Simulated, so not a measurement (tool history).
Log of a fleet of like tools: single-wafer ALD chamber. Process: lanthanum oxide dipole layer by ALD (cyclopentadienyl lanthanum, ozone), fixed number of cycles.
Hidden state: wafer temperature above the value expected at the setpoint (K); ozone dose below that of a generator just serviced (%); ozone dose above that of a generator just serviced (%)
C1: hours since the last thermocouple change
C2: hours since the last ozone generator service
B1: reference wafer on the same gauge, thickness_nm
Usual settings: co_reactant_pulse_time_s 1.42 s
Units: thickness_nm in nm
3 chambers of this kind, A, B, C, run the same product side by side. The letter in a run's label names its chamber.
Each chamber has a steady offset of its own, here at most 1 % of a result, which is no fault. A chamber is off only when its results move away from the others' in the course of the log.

run 1A hour=7.3 | co_reactant_pulse_time_s=1.42 | C1=469.8 C2=189.5 | B1=0.54003 | thickness_nm=0.54961
run 2B hour=14.5 | co_reactant_pulse_time_s=1.42 | C1=663.8 C2=172.2 | B1=0.54006 | thickness_nm=0.54232
run 3C hour=26.7 | co_reactant_pulse_time_s=1.42 | C1=1113.6 C2=1402.9 | B1=0.54036 | thickness_nm=0.54635
run 4B hour=41.9 | co_reactant_pulse_time_s=1.42 | C1=691.2 C2=199.6 | B1=0.54048 | thickness_nm=0.54334
run 5C hour=52.5 | co_reactant_pulse_time_s=1.42 | C1=1139.4 C2=1428.7 | B1=0.54064 | thickness_nm=0.54791
run 6A hour=63.5 | co_reactant_pulse_time_s=1.42 | C1=526.0 C2=245.7 | B1=0.54066 | thickness_nm=0.54808
run 7B hour=70.8 | co_reactant_pulse_time_s=1.42 | C1=720.1 C2=228.5 | B1=0.54073 | thickness_nm=0.54308
run 8A hour=85.6 | co_reactant_pulse_time_s=1.42 | C1=548.1 C2=267.8 | B1=0.54092 | thickness_nm=0.55068
run 9C hour=95.8 | co_reactant_pulse_time_s=1.42 | C1=1182.7 C2=1472.0 | B1=0.54099 | thickness_nm=0.54882
-- hour=100.1 chamber C: ozone generator serviced
run 10C hour=107.1 | co_reactant_pulse_time_s=0.92 | C1=1194.0 C2=7.0 | B1=0.54116 | thickness_nm=0.48600
run 11A hour=118.8 | co_reactant_pulse_time_s=0.92 | C1=581.3 C2=301.0 | B1=0.54132 | thickness_nm=0.49031
run 12B hour=131.5 | co_reactant_pulse_time_s=0.92 | C1=780.8 C2=289.2 | B1=0.54133 | thickness_nm=0.48323
run 13A hour=142.9 | co_reactant_pulse_time_s=1.42 | C1=605.4 C2=325.1 | B1=0.54148 | thickness_nm=0.55093
run 14B hour=154.0 | co_reactant_pulse_time_s=1.42 | C1=803.3 C2=311.7 | B1=0.54185 | thickness_nm=0.54336
run 15C hour=167.4 | co_reactant_pulse_time_s=1.42 | C1=1254.3 C2=67.3 | B1=0.54204 | thickness_nm=0.54995
run 16B hour=174.4 | co_reactant_pulse_time_s=1.42 | C1=823.7 C2=332.1 | B1=0.54201 | thickness_nm=0.54429
run 17A hour=183.8 | co_reactant_pulse_time_s=0.97 | C1=646.3 C2=366.0 | B1=0.54200 | thickness_nm=0.49984
run 18C hour=198.6 | co_reactant_pulse_time_s=0.97 | C1=1285.5 C2=98.5 | B1=0.54241 | thickness_nm=0.49735
run 19A hour=208.9 | co_reactant_pulse_time_s=0.97 | C1=671.4 C2=391.1 | B1=0.54242 | thickness_nm=0.50022
run 20C hour=222.4 | co_reactant_pulse_time_s=0.93 | C1=1309.3 C2=122.3 | B1=0.54235 | thickness_nm=0.49126
run 21B hour=237.5 | co_reactant_pulse_time_s=0.93 | C1=886.8 C2=395.2 | B1=0.54263 | thickness_nm=0.48776
run 22C hour=251.1 | co_reactant_pulse_time_s=0.93 | C1=1338.0 C2=151.0 | B1=0.54273 | thickness_nm=0.49201
run 23B hour=259.7 | co_reactant_pulse_time_s=1.42 | C1=909.0 C2=417.4 | B1=0.54271 | thickness_nm=0.54571

Next, every chamber runs the same settings. What will each give?
run 24A hour=270.8 | co_reactant_pulse_time_s=1.75 | thickness_nm=?
run 24B hour=270.8 | co_reactant_pulse_time_s=1.75 | thickness_nm=?
run 24C hour=270.8 | co_reactant_pulse_time_s=1.75 | thickness_nm=?

run=24A thickness_nm=0.56743
run=24B thickness_nm=0.56205
run=24C thickness_nm=0.56681

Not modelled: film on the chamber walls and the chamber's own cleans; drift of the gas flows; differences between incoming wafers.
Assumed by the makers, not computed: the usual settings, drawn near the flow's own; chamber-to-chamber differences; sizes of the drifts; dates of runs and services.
